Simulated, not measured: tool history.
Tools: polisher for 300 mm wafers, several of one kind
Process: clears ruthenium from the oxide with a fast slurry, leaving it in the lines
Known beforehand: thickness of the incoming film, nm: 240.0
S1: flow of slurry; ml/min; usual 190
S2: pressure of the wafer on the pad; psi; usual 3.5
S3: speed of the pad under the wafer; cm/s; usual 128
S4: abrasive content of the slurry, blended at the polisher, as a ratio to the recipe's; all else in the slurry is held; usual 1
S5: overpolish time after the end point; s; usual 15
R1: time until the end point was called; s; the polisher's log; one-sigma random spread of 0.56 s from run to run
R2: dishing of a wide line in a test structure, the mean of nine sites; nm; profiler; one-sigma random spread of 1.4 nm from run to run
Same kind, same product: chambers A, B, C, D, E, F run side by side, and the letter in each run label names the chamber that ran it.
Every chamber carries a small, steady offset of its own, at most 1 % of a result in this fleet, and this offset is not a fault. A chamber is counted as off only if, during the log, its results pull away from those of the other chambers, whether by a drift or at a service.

{"hour": 0.5, "done": "chamber B: head pressure recalibrated"}
{"hour": 3.2, "done": "chamber C: slurry blender recalibrated"}
{"run": "1B", "hour": 4.8, "S1": 190, "S2": 3.5, "S3": 128, "S4": 1, "S5": 15, "R1": 33.616, "R2": 68.097}
{"run": "2D", "hour": 9.0, "S1": 190, "S2": 3.5, "S3": 128, "S4": 1, "S5": 15, "R1": 34.043, "R2": 66.627}
{"run": "3A", "hour": 14.5, "S1": 190, "S2": 3.5, "S3": 128, "S4": 1, "S5": 15, "R1": 35.681, "R2": 66.858}
{"run": "4F", "hour": 20.0, "S1": 190, "S2": 3.5, "S3": 128, "S4": 1, "S5": 15, "R1": 34.827, "R2": 66.004}
{"run": "5E", "hour": 24.2, "S1": 190, "S2": 3.5, "S3": 128, "S4": 1, "S5": 15, "R1": 34.658, "R2": 67.438}
{"run": "6C", "hour": 30.0, "S1": 190, "S2": 3.5, "S3": 128, "S4": 1, "S5": 15, "R1": 34.353, "R2": 66.628}
{"run": "7D", "hour": 32.6, "S1": 190, "S2": 3.5, "S3": 128, "S4": 1, "S5": 15, "R1": 34.744, "R2": 67.876}
{"hour": 33.9, "done": "chamber E: worn pad replaced by a new one"}
{"run": "8A", "hour": 36.9, "S1": 190, "S2": 3.5, "S3": 128, "S4": 1, "S5": 15, "R1": 34.389, "R2": 67.827}
{"run": "9C", "hour": 40.7, "S1": 190, "S2": 3.9, "S3": 146, "S4": 1, "S5": 15, "R1": 27.372, "R2": 77.977}
{"run": "10B", "hour": 46.6, "S1": 190, "S2": 3.9, "S3": 146, "S4": 1, "S5": 15, "R1": 27.474, "R2": 78.65}
{"hour": 46.8, "done": "chamber F: slurry blender recalibrated"}
{"run": "11E", "hour": 51.4, "S1": 190, "S2": 3.9, "S3": 146, "S4": 1, "S5": 15, "R1": 28.61, "R2": 78.231}
{"run": "12F", "hour": 54.5, "S1": 190, "S2": 3.9, "S3": 146, "S4": 1, "S5": 15, "R1": 27.022, "R2": 75.551}
{"hour": 55.2, "done": "chamber B: worn pad replaced by a new one"}
{"hour": 55.9, "done": "chamber D: worn pad replaced by a new one"}
{"hour": 56.0, "done": "chamber A: worn pad replaced by a new one"}
{"run": "13D", "hour": 59.5, "S1": 190, "S2": 3.9, "S3": 146, "S4": 1, "S5": 15, "R1": 26.9, "R2": 77.489}
{"run": "14F", "hour": 65.1, "S1": 190, "S2": 3.9, "S3": 146, "S4": 1, "S5": 15, "R1": 27.145, "R2": 80.777}
{"run": "15A", "hour": 71.1, "S1": 190, "S2": 3.5, "S3": 128, "S4": 1, "S5": 15, "R1": 36.027, "R2": 68.51}
{"hour": 73.4, "done": "chamber A: head pressure recalibrated"}
{"run": "16C", "hour": 75.2, "S1": 190, "S2": 3.5, "S3": 128, "S4": 1, "S5": 15, "R1": 34.215, "R2": 67.482}
{"run": "17B", "hour": 80.0, "S1": 190, "S2": 3.5, "S3": 128, "S4": 1, "S5": 15, "R1": 34.825, "R2": 66.421}
{"hour": 82.0, "done": "chamber E: slurry nozzle cleaned"}
{"run": "18E", "hour": 84.0, "S1": 190, "S2": 3.5, "S3": 128, "S4": 1, "S5": 15, "R1": 35.74, "R2": 66.996}
{"run": "19F", "hour": 88.8, "S1": 190, "S2": 3.5, "S3": 128, "S4": 1, "S5": 15, "R1": 34.656, "R2": 66.627}
{"hour": 90.2, "done": "chamber C: worn pad replaced by a new one"}
{"run": "20E", "hour": 94.3, "S1": 190, "S2": 3.5, "S3": 128, "S4": 1, "S5": 15, "R1": 35.725, "R2": 66.945}
{"run": "21C", "hour": 97.0, "S1": 190, "S2": 3.5, "S3": 128, "S4": 1, "S5": 15, "R1": 34.738, "R2": 67.027}
{"run": "22A", "hour": 101.9, "S1": 190, "S2": 3.5, "S3": 128, "S4": 1, "S5": 15, "R1": 35.152, "R2": 66.322}
{"run": "23D", "hour": 107.8, "S1": 190, "S2": 3.5, "S3": 128, "S4": 1, "S5": 15, "R1": 34.856, "R2": 66.38}
{"hour": 109.7, "done": "chamber F: worn pad replaced by a new one"}
{"hour": 110.8, "done": "chamber A: worn pad replaced by a new one"}
{"run": "24B", "hour": 111.7, "S1": 190, "S2": 3.5, "S3": 128, "S4": 1, "S5": 15, "R1": 34.062, "R2": 68.325}
{"run": "25B", "hour": 117.2, "S1": 190, "S2": 3.5, "S3": 128, "S4": 1, "S5": 15, "R1": 35.188, "R2": 67.094}
{"run": "26E", "hour": 120.0, "S1": 190, "S2": 3.5, "S3": 128, "S4": 1, "S5": 15, "R1": 34.769, "R2": 67.666}
{"hour": 122.6, "done": "chamber C: slurry blender recalibrated"}
{"run": "27A", "hour": 125.4, "S1": 190, "S2": 3.9, "S3": 128, "S4": 1, "S5": 19, "R1": 31.136, "R2": 82.208}
{"run": "28D", "hour": 128.9, "S1": 190, "S2": 3.9, "S3": 128, "S4": 1, "S5": 19, "R1": 31.748, "R2": 81.91}
{"hour": 131.3, "done": "chamber D: slurry blender recalibrated"}
{"run": "29F", "hour": 131.7, "S1": 190, "S2": 3.9, "S3": 128, "S4": 1, "S5": 19, "R1": 31.613, "R2": 78.528}
{"run": "30C", "hour": 136.6, "S1": 190, "S2": 3.9, "S3": 128, "S4": 1, "S5": 19, "R1": 30.965, "R2": 85.291}
{"hour": 140.1, "done": "chamber A: slurry blender recalibrated"}
{"hour": 141.9, "done": "chamber E: worn pad replaced by a new one"}
{"hour": 142.1, "done": "chamber D: slurry nozzle cleaned"}
{"run": "31F", "hour": 142.1, "S1": 190, "S2": 3.9, "S3": 128, "S4": 1, "S5": 19, "R1": 31.268, "R2": 83.996}
{"hour": 145.5, "done": "chamber D: worn pad replaced by a new one"}
{"run": "32A", "hour": 145.8, "S1": 190, "S2": 3.9, "S3": 128, "S4": 1, "S5": 19, "R1": 31.078, "R2": 85.863}
{"run": "33B", "hour": 149.7, "S1": 190, "S2": 3.5, "S3": 128, "S4": 1, "S5": 15, "R1": 35.205, "R2": 67.822}
{"run": "34D", "hour": 154.7, "S1": 190, "S2": 3.5, "S3": 128, "S4": 1, "S5": 15, "R1": 33.699, "R2": 65.089}
{"run": "35E", "hour": 160.0, "S1": 190, "S2": 3.5, "S3": 128, "S4": 1, "S5": 15, "R1": 35.855, "R2": 66.24}
{"run": "36C", "hour": 162.6, "S1": 190, "S2": 3.5, "S3": 128, "S4": 1, "S5": 15, "R1": 34.282, "R2": 66.122}

Read the log: is a single chamber off, either drifting away or since a service, is the gauge that measures every chamber drifting, or is nothing wrong beyond small per-chamber offsets? Name any odd chamber and what most likely caused it.

No chamber is off and the gauge is stable; the differences are just each chamber's small, constant offset.

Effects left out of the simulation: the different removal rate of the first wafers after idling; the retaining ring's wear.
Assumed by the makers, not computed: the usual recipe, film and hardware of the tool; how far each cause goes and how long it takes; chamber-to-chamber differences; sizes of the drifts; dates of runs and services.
